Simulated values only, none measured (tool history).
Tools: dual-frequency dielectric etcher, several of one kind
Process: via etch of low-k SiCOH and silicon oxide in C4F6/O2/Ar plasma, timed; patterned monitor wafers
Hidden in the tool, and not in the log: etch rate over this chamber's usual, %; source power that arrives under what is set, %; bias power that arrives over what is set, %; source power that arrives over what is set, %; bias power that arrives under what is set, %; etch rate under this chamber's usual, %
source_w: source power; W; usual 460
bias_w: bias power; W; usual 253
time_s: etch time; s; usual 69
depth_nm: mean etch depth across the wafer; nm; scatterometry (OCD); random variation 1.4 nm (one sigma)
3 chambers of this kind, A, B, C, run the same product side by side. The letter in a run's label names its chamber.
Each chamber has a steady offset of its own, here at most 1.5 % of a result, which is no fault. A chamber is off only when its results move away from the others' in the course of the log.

| run | hour | source_w | bias_w | time_s | hours since the last wet clean | hours since the last source power generator calibration | hours since the last bias power generator calibration | read-back reference wafer on the same gauge, depth_nm | depth_nm |
|---|---|---|---|---|---|---|---|---|---|
| 1B | 5.3 | 460 | 253 | 69 | 308.2 | 1773.1 | 1912.4 | 239.14 | 213.02 |
| 2A | 9.6 | 460 | 253 | 69 | 176.3 | 3362.9 | 2843.3 | 239 | 216.19 |
| 3C | 12.5 | 460 | 253 | 69 | 107.3 | 3034.8 | 935.7 | 239.05 | 214.19 |
| 4B | 15.1 | 460 | 253 | 69 | 318 | 1782.9 | 1922.2 | 239.14 | 211.69 |
| 5A | 18.7 | 460 | 253 | 69 | 185.4 | 3372 | 2852.4 | 239.01 | 213.16 |
| 6C | 24.2 | 460 | 253 | 69 | 119 | 3046.5 | 947.4 | 238.64 | 213.88 |
| 7C | 28.6 | 460 | 297 | 59.5 | 123.4 | 3050.9 | 951.8 | 239 | 197.13 |
| 8B | 33.2 | 460 | 297 | 59.5 | 336.1 | 1801 | 1940.3 | 239.41 | 192.63 |
| 9A | 36.3 | 460 | 297 | 59.5 | 203 | 3389.6 | 2870 | 238.86 | 196.57 |
| 10A | 40.5 | 460 | 253 | 69 | 207.2 | 3393.8 | 2874.2 | 238.85 | 209.95 |
| 11C | 45.5 | 460 | 253 | 69 | 140.3 | 3067.8 | 968.7 | 239.02 | 216.53 |
| 12B | 48.8 | 460 | 253 | 69 | 351.7 | 1816.6 | 1955.9 | 239.14 | 212.47 |
| 13A | 53.8 | 460 | 253 | 69 | 220.5 | 3407.1 | 2887.5 | 239.01 | 213.6 |
| 14C | 57.4 | 460 | 253 | 69 | 152.2 | 3079.7 | 980.6 | 238.84 | 215.78 |
| 15B | 60.8 | 460 | 253 | 69 | 363.7 | 1828.6 | 1967.9 | 239.49 | 212.08 |
| 16B | 65.9 | 460 | 253 | 69 | 368.8 | 1833.7 | 1973 | 238.72 | 212.18 |
| 17A | 69.6 | 460 | 253 | 69 | 236.3 | 3422.9 | 2903.3 | 238.98 | 214.78 |
| 18C | 74.5 | 460 | 253 | 69 | 169.3 | 3096.8 | 997.7 | 239.08 | 217.14 |
| 19C | 78.6 | 460 | 253 | 69 | 173.4 | 3100.9 | 1001.8 | 238.89 | 217.55 |
| 20B | 82.3 | 460 | 253 | 69 | 385.2 | 1850.1 | 1989.4 | 239.18 | 213.09 |
| 21A | 85.3 | 460 | 253 | 69 | 252 | 3438.6 | 2919 | 239.28 | 213.65 |
| 22B | 88.6 | 460 | 253 | 69 | 391.5 | 1856.4 | 1995.7 | 238.78 | 213.24 |
| 23A | 91.8 | 460 | 253 | 69 | 258.5 | 3445.1 | 2925.5 | 239.22 | 211.86 |
| 24C | 95.6 | 460 | 253 | 69 | 190.4 | 3117.9 | 1018.8 | 238.64 | 215.41 |
| 25A | 99.6 | 460 | 253 | 69 | 266.3 | 3452.9 | 2933.3 | 238.7 | 213.87 |
| 26C | 103.8 | 460 | 253 | 69 | 198.6 | 3126.1 | 1027 | 238.81 | 214.07 |
| 27B | 107.1 | 460 | 253 | 69 | 410 | 1874.9 | 2014.2 | 239.04 | 211.83 |
| 28A | 110.1 | 460 | 253 | 69 | 276.8 | 3463.4 | 2943.8 | 239.06 | 211.77 |

Is one chamber off against the others, does the gauge drift, or is nothing wrong? If a chamber is off, say which, and what the likeliest cause is.

No chamber stands off beyond its own small offset, and the gauge holds steady.
